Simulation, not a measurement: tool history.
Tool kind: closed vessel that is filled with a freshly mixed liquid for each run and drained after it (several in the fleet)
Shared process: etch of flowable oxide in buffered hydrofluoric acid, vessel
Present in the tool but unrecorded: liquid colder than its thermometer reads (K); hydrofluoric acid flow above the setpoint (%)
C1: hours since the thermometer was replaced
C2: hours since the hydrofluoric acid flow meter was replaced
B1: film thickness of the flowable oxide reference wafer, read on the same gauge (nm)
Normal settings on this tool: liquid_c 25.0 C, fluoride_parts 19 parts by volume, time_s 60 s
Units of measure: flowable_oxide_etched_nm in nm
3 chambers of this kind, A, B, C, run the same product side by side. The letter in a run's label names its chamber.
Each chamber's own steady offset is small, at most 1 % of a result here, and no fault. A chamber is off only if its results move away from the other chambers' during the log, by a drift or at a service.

run 1B day=0.617 | liquid_c=25.0 fluoride_parts=19 time_s=60 | C1=1033.1 C2=926.1 | B1=110.01 | flowable_oxide_etched_nm=59.795
run 2A day=1.171 | liquid_c=25.0 fluoride_parts=19 time_s=60 | C1=1019.2 C2=288.3 | B1=110.00 | flowable_oxide_etched_nm=60.727
run 3C day=1.521 | liquid_c=25.0 fluoride_parts=19 time_s=60 | C1=78.4 C2=235.2 | B1=110.00 | flowable_oxide_etched_nm=60.015
run 4C day=1.917 | liquid_c=25.0 fluoride_parts=19 time_s=60 | C1=87.9 C2=244.7 | B1=110.00 | flowable_oxide_etched_nm=60.858
run 5B day=2.454 | liquid_c=25.0 fluoride_parts=19 time_s=60 | C1=1077.2 C2=970.2 | B1=110.01 | flowable_oxide_etched_nm=60.879
run 6A day=2.862 | liquid_c=25.0 fluoride_parts=19 time_s=60 | C1=1059.8 C2=328.9 | B1=110.02 | flowable_oxide_etched_nm=59.067
run 7A day=3.204 | liquid_c=20.5 fluoride_parts=19 time_s=60 | C1=1068.0 C2=337.1 | B1=110.01 | flowable_oxide_etched_nm=46.574
run 8B day=3.838 | liquid_c=20.5 fluoride_parts=19 time_s=60 | C1=1110.4 C2=1003.4 | B1=110.03 | flowable_oxide_etched_nm=46.982
run 9C day=4.321 | liquid_c=20.5 fluoride_parts=19 time_s=60 | C1=145.6 C2=302.4 | B1=110.05 | flowable_oxide_etched_nm=47.424
run 10A day=4.933 | liquid_c=25.0 fluoride_parts=19 time_s=60 | C1=1109.5 C2=378.6 | B1=109.98 | flowable_oxide_etched_nm=60.836
run 11C day=5.288 | liquid_c=23.5 fluoride_parts=19 time_s=60 | C1=168.8 C2=325.6 | B1=110.02 | flowable_oxide_etched_nm=55.168
run 12B day=5.850 | liquid_c=23.5 fluoride_parts=19 time_s=60 | C1=1158.7 C2=1051.7 | B1=110.02 | flowable_oxide_etched_nm=55.637
run 13B day=6.512 | liquid_c=23.5 fluoride_parts=19 time_s=60 | C1=1174.6 C2=1067.6 | B1=110.03 | flowable_oxide_etched_nm=56.139
run 14C day=6.808 | liquid_c=25.0 fluoride_parts=19 time_s=60 | C1=205.3 C2=362.1 | B1=110.00 | flowable_oxide_etched_nm=61.026
run 15A day=7.358 | liquid_c=20.5 fluoride_parts=26 time_s=60 | C1=1167.7 C2=436.8 | B1=110.01 | flowable_oxide_etched_nm=37.536
run 16B day=7.929 | liquid_c=20.5 fluoride_parts=26 time_s=60 | C1=1208.6 C2=1101.6 | B1=109.98 | flowable_oxide_etched_nm=37.153
run 17C day=8.462 | liquid_c=20.5 fluoride_parts=26 time_s=60 | C1=245.0 C2=401.8 | B1=109.97 | flowable_oxide_etched_nm=37.976
run 18A day=9.121 | liquid_c=25.0 fluoride_parts=19 time_s=60 | C1=1210.0 C2=479.1 | B1=109.98 | flowable_oxide_etched_nm=60.130
run 19A day=9.479 | liquid_c=25.0 fluoride_parts=19 time_s=60 | C1=1218.6 C2=487.7 | B1=110.00 | flowable_oxide_etched_nm=59.485
run 20C day=9.767 | liquid_c=23.0 fluoride_parts=19 time_s=60 | C1=276.3 C2=433.1 | B1=109.98 | flowable_oxide_etched_nm=55.929
run 21B day=10.112 | liquid_c=23.0 fluoride_parts=19 time_s=60 | C1=1261.0 C2=1154.0 | B1=110.02 | flowable_oxide_etched_nm=54.468
run 22B day=10.450 | liquid_c=23.0 fluoride_parts=19 time_s=60 | C1=1269.1 C2=1162.1 | B1=110.01 | flowable_oxide_etched_nm=53.949
run 23A day=11.117 | liquid_c=27.0 fluoride_parts=19 time_s=85 | C1=1257.9 C2=527.0 | B1=109.98 | flowable_oxide_etched_nm=94.676
run 24C day=11.725 | liquid_c=27.0 fluoride_parts=19 time_s=85 | C1=323.3 C2=480.1 | B1=109.98 | flowable_oxide_etched_nm=99.982
run 25B day=12.383 | liquid_c=27.0 fluoride_parts=19 time_s=85 | C1=1315.5 C2=1208.5 | B1=110.01 | flowable_oxide_etched_nm=95.639

Has any chamber moved away from the others, gradually or after a service, or does the common gauge drift, or do the chambers differ only by their own small steady offsets? State the chamber and the most likely cause if one applies.

Little by little, chamber C moves away from the other chambers.
Most likely cause: hydrofluoric acid flow above the setpoint (%) = 5.82.
The log might look much the same if the cause were instead: liquid hotter than its thermometer reads (K).

Here are 4 candidates for chamber C's next run, each the usual settings with a change, their results left as question marks. Which one brings its results back in line with what the others give on the usual settings?
Maximum distance from the other chambers' mean on the usual settings for a result to count as in line: flowable_oxide_etched_nm 1.500 nm
run 26C-1 day=12.862 | liquid_c=25.0 fluoride_parts=20 time_s=60 | flowable_oxide_etched_nm=?
run 26C-2 day=12.862 | liquid_c=26.0 fluoride_parts=19 time_s=60 | flowable_oxide_etched_nm=?
run 26C-3 day=12.862 | liquid_c=25.0 fluoride_parts=21 time_s=60 | flowable_oxide_etched_nm=?
run 26C-4 day=12.862 | liquid_c=27.0 fluoride_parts=19 time_s=60 | flowable_oxide_etched_nm=?

The other chambers' mean on the usual settings: flowable_oxide_etched_nm 60.319 nm
run=26C-1 flowable_oxide_etched_nm=60.380
run=26C-2 flowable_oxide_etched_nm=67.048
run=26C-3 flowable_oxide_etched_nm=57.512
run=26C-4 flowable_oxide_etched_nm=70.681
It is 26C-1 that realigns the chamber with its peers.

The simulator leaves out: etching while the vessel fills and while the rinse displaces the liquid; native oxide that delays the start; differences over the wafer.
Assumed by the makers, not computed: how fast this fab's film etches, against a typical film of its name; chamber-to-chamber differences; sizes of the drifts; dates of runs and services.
